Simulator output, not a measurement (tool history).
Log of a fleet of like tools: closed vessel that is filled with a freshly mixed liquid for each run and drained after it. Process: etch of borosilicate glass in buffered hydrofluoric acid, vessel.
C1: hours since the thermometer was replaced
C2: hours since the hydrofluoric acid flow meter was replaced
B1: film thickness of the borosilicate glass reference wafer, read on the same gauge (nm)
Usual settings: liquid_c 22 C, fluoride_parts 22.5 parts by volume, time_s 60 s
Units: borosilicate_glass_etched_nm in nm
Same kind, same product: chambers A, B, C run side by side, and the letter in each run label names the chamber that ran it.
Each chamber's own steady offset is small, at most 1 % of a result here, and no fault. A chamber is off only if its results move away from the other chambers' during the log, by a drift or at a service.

{"run": "1C", "hour": 14.8, "liquid_c": 22, "fluoride_parts": 22.5, "time_s": 60, "C1": 2512.4, "C2": 602.2, "B1": 59.986, "borosilicate_glass_etched_nm": 31.131}
{"hour": 23.5, "done": "chamber C: thermometer replaced"}
{"run": "2A", "hour": 26.4, "liquid_c": 22, "fluoride_parts": 22.5, "time_s": 60, "C1": 30.2, "C2": 835.6, "B1": 60.008, "borosilicate_glass_etched_nm": 31.364}
{"run": "3B", "hour": 33.0, "liquid_c": 22, "fluoride_parts": 22.5, "time_s": 60, "C1": 104.6, "C2": 146.6, "B1": 60.014, "borosilicate_glass_etched_nm": 30.882}
{"run": "4B", "hour": 43.1, "liquid_c": 22, "fluoride_parts": 22.5, "time_s": 60, "C1": 114.7, "C2": 156.7, "B1": 59.99, "borosilicate_glass_etched_nm": 31.215}
{"run": "5C", "hour": 57.2, "liquid_c": 22, "fluoride_parts": 22.5, "time_s": 60, "C1": 33.7, "C2": 644.6, "B1": 59.992, "borosilicate_glass_etched_nm": 31.202}
{"run": "6A", "hour": 65.3, "liquid_c": 22, "fluoride_parts": 22.5, "time_s": 60, "C1": 69.1, "C2": 874.5, "B1": 59.984, "borosilicate_glass_etched_nm": 30.747}
{"run": "7C", "hour": 79.5, "liquid_c": 22, "fluoride_parts": 22.5, "time_s": 60, "C1": 56, "C2": 666.9, "B1": 60, "borosilicate_glass_etched_nm": 31.289}
{"run": "8A", "hour": 90.2, "liquid_c": 22, "fluoride_parts": 14.5, "time_s": 60, "C1": 94, "C2": 899.4, "B1": 59.987, "borosilicate_glass_etched_nm": 46.344}
{"run": "9B", "hour": 98.1, "liquid_c": 22, "fluoride_parts": 14.5, "time_s": 60, "C1": 169.7, "C2": 211.7, "B1": 59.988, "borosilicate_glass_etched_nm": 46.477}
{"run": "10B", "hour": 105.6, "liquid_c": 22, "fluoride_parts": 14.5, "time_s": 60, "C1": 177.2, "C2": 219.2, "B1": 60.017, "borosilicate_glass_etched_nm": 46.248}
{"run": "11C", "hour": 112.4, "liquid_c": 22, "fluoride_parts": 22.5, "time_s": 60, "C1": 88.9, "C2": 699.8, "B1": 59.996, "borosilicate_glass_etched_nm": 31.779}
{"run": "12A", "hour": 120.6, "liquid_c": 22, "fluoride_parts": 22.5, "time_s": 60, "C1": 124.4, "C2": 929.8, "B1": 60.008, "borosilicate_glass_etched_nm": 31.395}
{"run": "13B", "hour": 128.4, "liquid_c": 22, "fluoride_parts": 22.5, "time_s": 60, "C1": 200, "C2": 242, "B1": 60.009, "borosilicate_glass_etched_nm": 31.308}
{"run": "14A", "hour": 137.3, "liquid_c": 22, "fluoride_parts": 22.5, "time_s": 60, "C1": 141.1, "C2": 946.5, "B1": 59.975, "borosilicate_glass_etched_nm": 31.373}
{"run": "15C", "hour": 145.3, "liquid_c": 22, "fluoride_parts": 22.5, "time_s": 60, "C1": 121.8, "C2": 732.7, "B1": 59.99, "borosilicate_glass_etched_nm": 32.448}
{"run": "16B", "hour": 158.2, "liquid_c": 22, "fluoride_parts": 22.5, "time_s": 60, "C1": 229.8, "C2": 271.8, "B1": 59.984, "borosilicate_glass_etched_nm": 31.162}
{"run": "17A", "hour": 167.5, "liquid_c": 22, "fluoride_parts": 22.5, "time_s": 60, "C1": 171.3, "C2": 976.7, "B1": 60.007, "borosilicate_glass_etched_nm": 31.498}
{"run": "18C", "hour": 182.0, "liquid_c": 26, "fluoride_parts": 22.5, "time_s": 60, "C1": 158.5, "C2": 769.4, "B1": 60.027, "borosilicate_glass_etched_nm": 40.9}
{"run": "19A", "hour": 191.1, "liquid_c": 26, "fluoride_parts": 22.5, "time_s": 60, "C1": 194.9, "C2": 1000.3, "B1": 60.001, "borosilicate_glass_etched_nm": 39.169}
{"run": "20C", "hour": 206.2, "liquid_c": 26, "fluoride_parts": 22.5, "time_s": 60, "C1": 182.7, "C2": 793.6, "B1": 59.997, "borosilicate_glass_etched_nm": 41.923}

For the next run the whole fleet of 3 chambers uses the same settings. Give each chamber's results:
{"run": "21A", "hour": 217.1, "liquid_c": 22, "fluoride_parts": 22.5, "time_s": 60, "borosilicate_glass_etched_nm": "?"}
{"run": "21B", "hour": 217.1, "liquid_c": 22, "fluoride_parts": 22.5, "time_s": 60, "borosilicate_glass_etched_nm": "?"}
{"run": "21C", "hour": 217.1, "liquid_c": 22, "fluoride_parts": 22.5, "time_s": 60, "borosilicate_glass_etched_nm": "?"}

run=21A borosilicate_glass_etched_nm=31.275
run=21B borosilicate_glass_etched_nm=31.059
run=21C borosilicate_glass_etched_nm=33.772
